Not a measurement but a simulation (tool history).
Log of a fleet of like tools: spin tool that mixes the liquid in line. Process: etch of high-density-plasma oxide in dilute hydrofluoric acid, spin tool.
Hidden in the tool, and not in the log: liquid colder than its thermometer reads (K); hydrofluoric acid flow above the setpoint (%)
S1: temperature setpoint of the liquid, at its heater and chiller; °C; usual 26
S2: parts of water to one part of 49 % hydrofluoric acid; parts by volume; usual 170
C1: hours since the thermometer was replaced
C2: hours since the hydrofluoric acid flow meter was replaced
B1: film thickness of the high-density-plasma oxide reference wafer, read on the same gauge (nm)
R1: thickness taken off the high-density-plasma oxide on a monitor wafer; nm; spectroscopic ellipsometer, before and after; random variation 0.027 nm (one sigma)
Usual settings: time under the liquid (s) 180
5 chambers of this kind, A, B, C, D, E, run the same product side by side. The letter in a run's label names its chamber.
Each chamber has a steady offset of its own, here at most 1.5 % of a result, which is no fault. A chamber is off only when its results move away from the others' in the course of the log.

run 1A day=0.162 | S1=26 S2=170 time_under_the_liquid_(s)=180 | C1=1905.5 C2=337.1 | B1=139.98 | R1=7.0142
run 2E day=0.362 | S1=26 S2=170 time_under_the_liquid_(s)=180 | C1=681 C2=59.5 | B1=139.99 | R1=7.1239
run 3B day=0.512 | S1=26 S2=170 time_under_the_liquid_(s)=180 | C1=1387.9 C2=832.5 | B1=140.03 | R1=6.9902
run 4D day=0.688 | S1=26 S2=170 time_under_the_liquid_(s)=180 | C1=1529.2 C2=864.7 | B1=140.05 | R1=6.9172
run 5C day=0.812 | S1=26 S2=170 time_under_the_liquid_(s)=180 | C1=509.5 C2=1575.8 | B1=139.98 | R1=6.9538
run 6B day=1.021 | S1=26 S2=170 time_under_the_liquid_(s)=180 | C1=1400.1 C2=844.7 | B1=139.97 | R1=6.9576
run 7E day=1.142 | S1=26 S2=170 time_under_the_liquid_(s)=180 | C1=699.7 C2=78.2 | B1=140.01 | R1=7.0496
run 8D day=1.375 | S1=26 S2=170 time_under_the_liquid_(s)=180 | C1=1545.7 C2=881.2 | B1=139.95 | R1=6.9338
run 9A day=1.571 | S1=26 S2=170 time_under_the_liquid_(s)=180 | C1=1939.3 C2=370.9 | B1=139.99 | R1=6.9959
run 10C day=1.746 | S1=26 S2=170 time_under_the_liquid_(s)=180 | C1=531.9 C2=1598.2 | B1=140.01 | R1=6.9763
run 11A day=1.975 | S1=26 S2=170 time_under_the_liquid_(s)=180 | C1=1949 C2=380.6 | B1=140.05 | R1=7.0095
run 12B day=2.162 | S1=29 S2=170 time_under_the_liquid_(s)=125 | C1=1427.5 C2=872.1 | B1=139.97 | R1=5.3312
run 13E day=2.292 | S1=29 S2=170 time_under_the_liquid_(s)=125 | C1=727.3 C2=105.8 | B1=139.99 | R1=5.5149
run 14D day=2.458 | S1=29 S2=170 time_under_the_liquid_(s)=125 | C1=1571.7 C2=907.2 | B1=140.01 | R1=5.3698
run 15C day=2.608 | S1=29 S2=170 time_under_the_liquid_(s)=125 | C1=552.6 C2=1618.9 | B1=140.03 | R1=5.3989
run 16A day=2.725 | S1=29 S2=170 time_under_the_liquid_(s)=125 | C1=1967 C2=398.6 | B1=139.99 | R1=5.3912
run 17D day=2.908 | S1=26 S2=170 time_under_the_liquid_(s)=180 | C1=1582.5 C2=918 | B1=140 | R1=6.9086
run 18C day=3.046 | S1=26 S2=170 time_under_the_liquid_(s)=180 | C1=563.1 C2=1629.4 | B1=140 | R1=7.0191
run 19B day=3.246 | S1=26 S2=170 time_under_the_liquid_(s)=180 | C1=1453.5 C2=898.1 | B1=139.96 | R1=6.8715
run 20E day=3.417 | S1=28 S2=170 time_under_the_liquid_(s)=135 | C1=754.3 C2=132.8 | B1=140 | R1=5.7142
run 21E day=3.638 | S1=28 S2=170 time_under_the_liquid_(s)=135 | C1=759.6 C2=138.1 | B1=139.99 | R1=5.7
run 22C day=3.821 | S1=28 S2=170 time_under_the_liquid_(s)=135 | C1=581.7 C2=1648 | B1=139.95 | R1=5.6454
run 23D day=3.958 | S1=28 S2=170 time_under_the_liquid_(s)=135 | C1=1607.7 C2=943.2 | B1=140 | R1=5.6157
run 24A day=4.204 | S1=28 S2=170 time_under_the_liquid_(s)=135 | C1=2002.5 C2=434.1 | B1=140 | R1=5.6463
run 25B day=4.446 | S1=26 S2=170 time_under_the_liquid_(s)=180 | C1=1482.3 C2=926.9 | B1=140.01 | R1=6.7667
run 26A day=4.633 | S1=26 S2=170 time_under_the_liquid_(s)=180 | C1=2012.8 C2=444.4 | B1=139.99 | R1=6.9197
run 27E day=4.758 | S1=26 S2=170 time_under_the_liquid_(s)=180 | C1=786.5 C2=165 | B1=139.97 | R1=7.0952
run 28C day=4.9 | S1=26 S2=230 time_under_the_liquid_(s)=290 | C1=607.6 C2=1673.9 | B1=139.98 | R1=7.7689
run 29D day=5.042 | S1=26 S2=230 time_under_the_liquid_(s)=290 | C1=1633.7 C2=969.2 | B1=140 | R1=7.7354
run 30B day=5.2 | S1=26 S2=230 time_under_the_liquid_(s)=290 | C1=1500.4 C2=945 | B1=140.06 | R1=7.5405
run 31C day=5.446 | S1=26 S2=230 time_under_the_liquid_(s)=290 | C1=620.7 C2=1687 | B1=140 | R1=7.7768
run 32D day=5.642 | S1=26 S2=230 time_under_the_liquid_(s)=290 | C1=1648.1 C2=983.6 | B1=139.97 | R1=7.7259

What goes on in this fleet: one chamber off, a drifting gauge, or nothing beyond the chambers' own small offsets? Name the chamber and the cause, if any.

Chamber B drifts away from the others.
Cause: liquid colder than its thermometer reads (K) = 1.01.
The log may not tell that from: hydrofluoric acid flow below the setpoint (%).

Here are 4 candidates for chamber B's next run, each the usual settings with a change, their results left as question marks. Which one brings its results back in line with what the others give on the usual settings?
In line means no further than this from the other chambers' mean on the usual settings: R1 0.095 nm
run 33B-1 day=5.817 | S1=24 S2=170 time_under_the_liquid_(s)=180 | R1=?
run 33B-2 day=5.817 | S1=25 S2=170 time_under_the_liquid_(s)=180 | R1=?
run 33B-3 day=5.817 | S1=26 S2=170 time_under_the_liquid_(s)=195 | R1=?
run 33B-4 day=5.817 | S1=26 S2=165 time_under_the_liquid_(s)=180 | R1=?

The other chambers' mean on the usual settings: R1 6.9981 nm
run=33B-1 R1=6.2521
run=33B-2 R1=6.4911
run=33B-3 R1=7.2954
run=33B-4 R1=6.9745
33B-4 brings the chamber back in line.

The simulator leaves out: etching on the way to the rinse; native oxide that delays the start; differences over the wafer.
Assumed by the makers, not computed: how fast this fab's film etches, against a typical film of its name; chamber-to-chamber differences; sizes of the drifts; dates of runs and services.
